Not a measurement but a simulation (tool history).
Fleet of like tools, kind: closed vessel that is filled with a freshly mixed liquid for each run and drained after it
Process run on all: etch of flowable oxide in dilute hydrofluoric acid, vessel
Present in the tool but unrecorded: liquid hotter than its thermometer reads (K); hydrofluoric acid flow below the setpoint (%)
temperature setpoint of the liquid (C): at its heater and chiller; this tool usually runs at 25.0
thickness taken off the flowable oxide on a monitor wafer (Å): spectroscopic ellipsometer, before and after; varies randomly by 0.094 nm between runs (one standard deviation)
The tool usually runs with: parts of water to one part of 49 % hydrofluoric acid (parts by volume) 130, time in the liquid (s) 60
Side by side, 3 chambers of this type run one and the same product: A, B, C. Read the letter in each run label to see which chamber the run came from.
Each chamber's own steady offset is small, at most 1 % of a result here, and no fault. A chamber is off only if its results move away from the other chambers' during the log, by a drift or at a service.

run	hour	temperature setpoint of the liquid (C)	parts of water to one part of 49 % hydrofluoric acid (parts by volume)	time in the liquid (s)	hours since the thermometer was replaced	hours since the hydrofluoric acid flow meter was replaced	read-back film thickness of the flowable oxide reference wafer, read on the same gauge (nm)	thickness taken off the flowable oxide on a monitor wafer (Å)
# hour 7.2: chamber B: thermometer replaced
1A	8.7	25.0	130	60	865.2	449.9	90.015	146.53
2C	21.7	25.0	130	60	212.3	491.0	89.996	148.49
3B	31.2	25.0	130	60	24.0	1896.8	89.994	146.69
4A	41.5	25.0	130	60	898.0	482.7	89.998	146.97
5C	51.9	25.0	130	60	242.5	521.2	89.955	148.00
6B	60.1	25.0	130	60	52.9	1925.7	90.038	145.33
7B	69.5	29.0	185	60	62.3	1935.1	90.011	110.41
8C	78.9	29.0	185	60	269.5	548.2	89.962	114.70
9A	84.9	29.0	185	60	941.4	526.1	90.004	112.38
10A	96.2	25.0	130	60	952.7	537.4	89.998	145.19
11B	104.7	25.0	130	60	97.5	1970.3	90.035	145.24
12C	114.6	25.0	185	80	305.2	583.9	90.028	130.02
13B	124.7	25.0	185	80	117.5	1990.3	89.991	129.04
14C	135.5	25.0	185	80	326.1	604.8	89.986	130.16
15A	144.7	25.0	130	60	1001.2	585.9	89.990	144.52
# hour 145.8: chamber B: hydrofluoric acid flow meter replaced
16B	155.1	25.0	130	80	147.9	9.4	89.989	195.41
# hour 164.1: chamber C: hydrofluoric acid flow meter replaced
17A	166.7	25.0	130	80	1023.2	607.9	89.999	192.01
18C	179.3	25.0	130	80	369.9	15.2	90.009	196.96
19C	188.7	25.0	130	60	379.3	24.6	89.977	147.94
20B	201.0	25.0	130	60	193.8	55.3	90.043	148.64
21A	213.5	25.0	130	60	1070.0	654.7	89.999	140.30
22B	224.3	25.0	130	60	217.1	78.6	89.971	147.28
23C	233.2	25.0	130	60	423.8	69.1	90.001	147.69
24A	240.4	25.0	130	60	1096.9	681.6	89.986	138.72
25A	251.3	25.0	130	60	1107.8	692.5	89.983	139.77
26B	261.7	25.0	130	60	254.5	116.0	90.000	146.63
27C	272.2	25.0	130	60	462.8	108.1	89.957	148.67
28C	278.6	25.0	130	60	469.2	114.5	89.977	150.25
29B	288.6	25.0	130	60	281.4	142.9	89.999	146.20
30A	297.0	25.0	130	60	1153.5	738.2	90.032	137.84
31B	305.4	21.5	130	75	298.2	159.7	89.993	159.17
32A	314.3	21.5	130	75	1170.8	755.5	89.963	148.50

Each of the 3 chambers runs these same settings next. Fill in every chamber's results:
33A	323.6	25.0	130	60				?
33B	323.6	25.0	130	60				?
33C	323.6	25.0	130	60				?

run	thickness taken off the flowable oxide on a monitor wafer (Å)
33A	136.43
33B	146.15
33C	148.50

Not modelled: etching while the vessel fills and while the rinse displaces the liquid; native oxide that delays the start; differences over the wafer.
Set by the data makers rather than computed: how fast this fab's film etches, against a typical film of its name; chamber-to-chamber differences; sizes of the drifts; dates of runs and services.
